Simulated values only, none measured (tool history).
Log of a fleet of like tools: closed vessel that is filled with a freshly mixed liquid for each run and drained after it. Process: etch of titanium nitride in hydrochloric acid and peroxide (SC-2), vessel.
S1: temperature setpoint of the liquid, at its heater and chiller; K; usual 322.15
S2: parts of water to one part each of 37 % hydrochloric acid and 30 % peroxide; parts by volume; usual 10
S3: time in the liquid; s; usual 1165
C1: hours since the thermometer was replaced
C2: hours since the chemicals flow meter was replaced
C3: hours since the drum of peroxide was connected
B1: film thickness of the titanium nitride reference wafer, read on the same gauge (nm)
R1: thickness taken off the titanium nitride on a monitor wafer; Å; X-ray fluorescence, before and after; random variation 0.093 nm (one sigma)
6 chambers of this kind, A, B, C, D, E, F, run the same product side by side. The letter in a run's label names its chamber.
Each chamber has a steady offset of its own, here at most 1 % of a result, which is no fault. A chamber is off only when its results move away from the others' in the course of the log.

| run | hour | S1 | S2 | S3 | C1 | C2 | C3 | B1 | R1 |
|---|---|---|---|---|---|---|---|---|---|
| 1F | 5 | 322.15 | 10 | 1165 | 808.8 | 170.7 | 149.4 | 30.057 | 152.41 |
| 2D | 10 | 322.15 | 10 | 1165 | 286.9 | 94.9 | 48.7 | 30.011 | 152.63 |
| 3A | 14.8 | 322.15 | 10 | 1165 | 191.7 | 187.2 | 621.1 | 29.988 | 151.85 |
| 4B | 17.4 | 322.15 | 10 | 1165 | 205.1 | 456.5 | 181 | 30.053 | 151.83 |
| 5E | 21 | 322.15 | 10 | 1165 | 1097.6 | 135.4 | 346.8 | 29.995 | 151.8 |
| 6C | 23.5 | 322.15 | 14 | 1165 | 85.5 | 377.3 | 1174.8 | 30.068 | 114.56 |
| 7E | 27.9 | 322.15 | 14 | 1165 | 1104.5 | 142.3 | 353.7 | 29.98 | 113.83 |
| 8B | 32 | 322.15 | 14 | 1165 | 219.7 | 471.1 | 195.6 | 29.977 | 115.44 |
| 9F | 34.3 | 322.15 | 14 | 1165 | 838.1 | 200 | 178.7 | 30.039 | 114.77 |
| 10A | 36.6 | 322.15 | 14 | 1165 | 213.5 | 209 | 642.9 | 29.998 | 113.59 |
| 11C | 40.5 | 322.15 | 14 | 1165 | 102.5 | 394.3 | 1191.8 | 30.026 | 113.95 |
| 12D | 44.8 | 322.15 | 10 | 1165 | 321.7 | 129.7 | 83.5 | 30.018 | 151.73 |
| 13A | 49.3 | 322.15 | 13 | 1165 | 226.2 | 221.7 | 655.6 | 30.075 | 121.26 |
| 14D | 53.3 | 322.15 | 13 | 1165 | 330.2 | 138.2 | 92 | 29.961 | 122.99 |
| 15C | 57.9 | 322.15 | 13 | 1165 | 119.9 | 411.7 | 1209.2 | 29.98 | 120.64 |
| 16B | 61.8 | 322.15 | 13 | 1165 | 249.5 | 500.9 | 225.4 | 30.029 | 126.69 |
| 17F | 65.9 | 322.15 | 13 | 1165 | 869.7 | 231.6 | 210.3 | 30.023 | 120.8 |
| 18E | 69.7 | 322.15 | 13 | 1165 | 1146.3 | 184.1 | 395.5 | 29.997 | 122.14 |
| 19B | 72.1 | 322.15 | 10 | 1165 | 259.8 | 511.2 | 235.7 | 30.01 | 156.77 |
| 20F | 74.6 | 322.15 | 10 | 1165 | 878.4 | 240.3 | 219 | 30.022 | 153.12 |
|  | 79.1 | chamber C: new drum of peroxide connected |
| 21E | 79.6 | 322.15 | 10 | 1165 | 1156.2 | 194 | 405.4 | 30.02 | 152.19 |
| 22D | 84.1 | 322.15 | 10 | 1165 | 361 | 169 | 122.8 | 29.961 | 152.96 |
| 23C | 88.2 | 322.15 | 10 | 625 | 150.2 | 442 | 9.2 | 29.972 | 82.478 |
| 24A | 90.7 | 322.15 | 10 | 625 | 267.6 | 263.1 | 697 | 29.963 | 81.349 |
| 25C | 93.5 | 322.15 | 10 | 625 | 155.5 | 447.3 | 14.5 | 29.998 | 79.797 |
| 26F | 97.1 | 322.15 | 10 | 625 | 900.9 | 262.8 | 241.5 | 29.974 | 81.449 |
| 27D | 102 | 322.15 | 10 | 625 | 378.9 | 186.9 | 140.7 | 29.996 | 81.322 |
| 28A | 104.6 | 322.15 | 10 | 625 | 281.5 | 277 | 710.9 | 29.973 | 81.904 |
| 29E | 107.7 | 322.15 | 10 | 1165 | 1184.3 | 222.1 | 433.5 | 29.973 | 149.4 |
| 30B | 111 | 322.15 | 10 | 1165 | 298.7 | 550.1 | 274.6 | 30.023 | 162.72 |
| 31A | 114.4 | 322.15 | 10 | 1165 | 291.3 | 286.8 | 720.7 | 29.987 | 151.56 |
| 32E | 118.9 | 322.15 | 10 | 1165 | 1195.5 | 233.3 | 444.7 | 29.978 | 150.71 |
| 33F | 121.3 | 322.15 | 10 | 1165 | 925.1 | 287 | 265.7 | 29.968 | 152.23 |
| 34C | 123.6 | 322.15 | 10 | 1165 | 185.6 | 477.4 | 44.6 | 30.042 | 150.89 |
| 35D | 126.2 | 322.15 | 10 | 1165 | 403.1 | 211.1 | 164.9 | 29.994 | 149.92 |
| 36B | 129.4 | 322.15 | 10 | 1165 | 317.1 | 568.5 | 293 | 29.995 | 165.27 |

Is one chamber off against the others, does the gauge drift, or is nothing wrong? If a chamber is off, say which, and what the likeliest cause is.

Chamber B drifts away from the others.
Cause: chemicals flow above the setpoint (%) = 11.
The log may not tell that from: liquid hotter than its thermometer reads (K).

Here are 4 candidates for chamber B's next run, each the usual settings with a change, their results left as question marks. Which one brings its results back in line with what the others give on the usual settings?
In line means no further than this from the other chambers' mean on the usual settings: R1 3.3 Å
| 37B-1 | 133.1 | 322.15 | 10 | 1065 |  |  |  |  | ? |
| 37B-2 | 133.1 | 321.15 | 10.5 | 1090 |  |  |  |  | ? |
| 37B-3 | 133.1 | 323.15 | 9.5 | 1240 |  |  |  |  | ? |
| 37B-4 | 133.1 | 322.15 | 9.5 | 1225 |  |  |  |  | ? |

The other chambers' mean on the usual settings: R1 151.81 Å
| run | R1 |
|---|---|
| 37B-1 | 151.91 |
| 37B-2 | 139.82 |
| 37B-3 | 197.05 |
| 37B-4 | 182.07 |
37B-1 brings the chamber back in line.

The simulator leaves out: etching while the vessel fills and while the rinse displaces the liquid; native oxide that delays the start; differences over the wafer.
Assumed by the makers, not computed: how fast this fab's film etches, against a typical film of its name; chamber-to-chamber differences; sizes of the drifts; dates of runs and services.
